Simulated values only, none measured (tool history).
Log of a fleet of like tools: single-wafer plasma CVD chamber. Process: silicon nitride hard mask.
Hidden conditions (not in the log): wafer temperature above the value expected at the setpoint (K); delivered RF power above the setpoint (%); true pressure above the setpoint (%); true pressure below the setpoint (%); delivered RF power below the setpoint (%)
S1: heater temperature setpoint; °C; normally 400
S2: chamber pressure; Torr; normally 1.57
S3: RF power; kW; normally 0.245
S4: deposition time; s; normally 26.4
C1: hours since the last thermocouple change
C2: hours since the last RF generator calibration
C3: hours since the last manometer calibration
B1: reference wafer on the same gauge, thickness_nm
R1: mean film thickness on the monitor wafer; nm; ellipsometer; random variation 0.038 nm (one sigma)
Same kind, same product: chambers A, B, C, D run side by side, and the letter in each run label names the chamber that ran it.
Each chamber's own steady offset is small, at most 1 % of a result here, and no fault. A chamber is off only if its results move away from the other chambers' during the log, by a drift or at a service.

run 1A hour=8.5 | S1=400 S2=1.57 S3=0.245 S4=26.4 | C1=484.6 C2=890.6 C3=764.8 | B1=27.290 | R1=26.335
run 2B hour=18.3 | S1=400 S2=1.57 S3=0.245 S4=26.4 | C1=1515.2 C2=634.8 C3=713.5 | B1=27.285 | R1=26.156
run 3D hour=28.2 | S1=400 S2=1.57 S3=0.245 S4=26.4 | C1=624.0 C2=427.9 C3=306.1 | B1=27.287 | R1=26.068
run 4C hour=38.3 | S1=400 S2=1.57 S3=0.245 S4=26.4 | C1=155.8 C2=860.6 C3=1995.9 | B1=27.291 | R1=26.100
run 5A hour=48.3 | S1=400 S2=1.57 S3=0.245 S4=26.4 | C1=524.4 C2=930.4 C3=804.6 | B1=27.280 | R1=26.324
run 6B hour=59.0 | S1=410 S2=1.57 S3=0.245 S4=26.4 | C1=1555.9 C2=675.5 C3=754.2 | B1=27.274 | R1=26.017
run 7D hour=64.5 | S1=410 S2=1.57 S3=0.245 S4=26.4 | C1=660.3 C2=464.2 C3=342.4 | B1=27.284 | R1=25.943
run 8C hour=73.9 | S1=410 S2=1.57 S3=0.245 S4=26.4 | C1=191.4 C2=896.2 C3=2031.5 | B1=27.283 | R1=26.031
run 9D hour=82.4 | S1=410 S2=1.57 S3=0.245 S4=26.4 | C1=678.2 C2=482.1 C3=360.3 | B1=27.259 | R1=25.915
run 10A hour=89.5 | S1=400 S2=1.57 S3=0.245 S4=26.4 | C1=565.6 C2=971.6 C3=845.8 | B1=27.256 | R1=26.409
run 11C hour=95.9 | S1=400 S2=1.57 S3=0.245 S4=26.4 | C1=213.4 C2=918.2 C3=2053.5 | B1=27.264 | R1=26.137
run 12B hour=107.4 | S1=400 S2=1.57 S3=0.245 S4=26.4 | C1=1604.3 C2=723.9 C3=802.6 | B1=27.261 | R1=26.164
run 13C hour=112.9 | S1=400 S2=1.57 S3=0.245 S4=26.4 | C1=230.4 C2=935.2 C3=2070.5 | B1=27.261 | R1=26.088
run 14B hour=124.4 | S1=400 S2=1.57 S3=0.245 S4=26.4 | C1=1621.3 C2=740.9 C3=819.6 | B1=27.259 | R1=26.093
run 15A hour=129.9 | S1=400 S2=1.57 S3=0.245 S4=26.4 | C1=606.0 C2=1012.0 C3=886.2 | B1=27.251 | R1=26.315
run 16D hour=142.0 | S1=400 S2=1.57 S3=0.245 S4=26.4 | C1=737.8 C2=541.7 C3=419.9 | B1=27.237 | R1=26.035
run 17D hour=147.4 | S1=400 S2=1.57 S3=0.245 S4=26.4 | C1=743.2 C2=547.1 C3=425.3 | B1=27.237 | R1=25.981
run 18A hour=159.0 | S1=400 S2=1.57 S3=0.245 S4=26.4 | C1=635.1 C2=1041.1 C3=915.3 | B1=27.225 | R1=26.239
run 19B hour=169.0 | S1=400 S2=1.57 S3=0.245 S4=26.4 | C1=1665.9 C2=785.5 C3=864.2 | B1=27.239 | R1=26.174
run 20C hour=178.1 | S1=400 S2=1.57 S3=0.245 S4=26.4 | C1=295.6 C2=1000.4 C3=2135.7 | B1=27.239 | R1=26.056
run 21C hour=189.0 | S1=400 S2=1.57 S3=0.245 S4=26.4 | C1=306.5 C2=1011.3 C3=2146.6 | B1=27.225 | R1=25.963
run 22A hour=195.5 | S1=400 S2=1.57 S3=0.245 S4=22.5 | C1=671.6 C2=1077.6 C3=951.8 | B1=27.221 | R1=22.394
run 23B hour=202.2 | S1=400 S2=1.57 S3=0.245 S4=22.5 | C1=1699.1 C2=818.7 C3=897.4 | B1=27.222 | R1=22.282
run 24D hour=211.8 | S1=400 S2=1.57 S3=0.245 S4=22.5 | C1=807.6 C2=611.5 C3=489.7 | B1=27.221 | R1=22.093
run 25B hour=221.7 | S1=400 S2=1.57 S3=0.245 S4=22.5 | C1=1718.6 C2=838.2 C3=916.9 | B1=27.213 | R1=22.245
run 26A hour=229.5 | S1=400 S2=1.57 S3=0.245 S4=26.4 | C1=705.6 C2=1111.6 C3=985.8 | B1=27.207 | R1=26.256
run 27C hour=239.9 | S1=400 S2=1.57 S3=0.245 S4=26.4 | C1=357.4 C2=1062.2 C3=2197.5 | B1=27.201 | R1=26.006
run 28D hour=250.7 | S1=400 S2=1.57 S3=0.245 S4=26.4 | C1=846.5 C2=650.4 C3=528.6 | B1=27.201 | R1=25.954
run 29B hour=260.1 | S1=400 S2=1.57 S3=0.245 S4=26.4 | C1=1757.0 C2=876.6 C3=955.3 | B1=27.195 | R1=26.069
run 30A hour=271.2 | S1=400 S2=1.57 S3=0.245 S4=26.4 | C1=747.3 C2=1153.3 C3=1027.5 | B1=27.181 | R1=26.302
run 31D hour=280.3 | S1=400 S2=1.57 S3=0.245 S4=26.4 | C1=876.1 C2=680.0 C3=558.2 | B1=27.192 | R1=25.852
run 32C hour=290.5 | S1=400 S2=1.57 S3=0.245 S4=26.4 | C1=408.0 C2=1112.8 C3=2248.1 | B1=27.186 | R1=25.980
run 33C hour=302.7 | S1=400 S2=1.57 S3=0.245 S4=26.4 | C1=420.2 C2=1125.0 C3=2260.3 | B1=27.180 | R1=26.060
run 34A hour=308.7 | S1=400 S2=1.57 S3=0.245 S4=26.4 | C1=784.8 C2=1190.8 C3=1065.0 | B1=27.186 | R1=26.267
run 35B hour=319.0 | S1=400 S2=1.57 S3=0.245 S4=26.4 | C1=1815.9 C2=935.5 C3=1014.2 | B1=27.171 | R1=26.097
run 36D hour=326.2 | S1=400 S2=1.57 S3=0.245 S4=26.4 | C1=922.0 C2=725.9 C3=604.1 | B1=27.180 | R1=25.928
run 37D hour=338.2 | S1=400 S2=1.57 S3=0.245 S4=26.4 | C1=934.0 C2=737.9 C3=616.1 | B1=27.173 | R1=25.949
run 38A hour=350.3 | S1=400 S2=1.57 S3=0.245 S4=26.4 | C1=826.4 C2=1232.4 C3=1106.6 | B1=27.159 | R1=26.204
run 39C hour=360.4 | S1=400 S2=1.57 S3=0.245 S4=26.4 | C1=477.9 C2=1182.7 C3=2318.0 | B1=27.154 | R1=25.954
run 40B hour=369.5 | S1=400 S2=1.57 S3=0.245 S4=26.4 | C1=1866.4 C2=986.0 C3=1064.7 | B1=27.153 | R1=26.007
run 41D hour=381.4 | S1=400 S2=1.57 S3=0.245 S4=26.4 | C1=977.2 C2=781.1 C3=659.3 | B1=27.149 | R1=25.922
run 42A hour=392.9 | S1=400 S2=1.57 S3=0.245 S4=26.4 | C1=869.0 C2=1275.0 C3=1149.2 | B1=27.144 | R1=26.132

Next, all 4 chambers run the settings below, one line each with question marks for the results. What does each chamber give?
run 43A hour=401.7 | S1=400 S2=1.89 S3=0.245 S4=26.4 | R1=?
run 43B hour=401.7 | S1=400 S2=1.89 S3=0.245 S4=26.4 | R1=?
run 43C hour=401.7 | S1=400 S2=1.89 S3=0.245 S4=26.4 | R1=?
run 43D hour=401.7 | S1=400 S2=1.89 S3=0.245 S4=26.4 | R1=?

run=43A R1=27.547
run=43B R1=27.455
run=43C R1=27.392
run=43D R1=27.308

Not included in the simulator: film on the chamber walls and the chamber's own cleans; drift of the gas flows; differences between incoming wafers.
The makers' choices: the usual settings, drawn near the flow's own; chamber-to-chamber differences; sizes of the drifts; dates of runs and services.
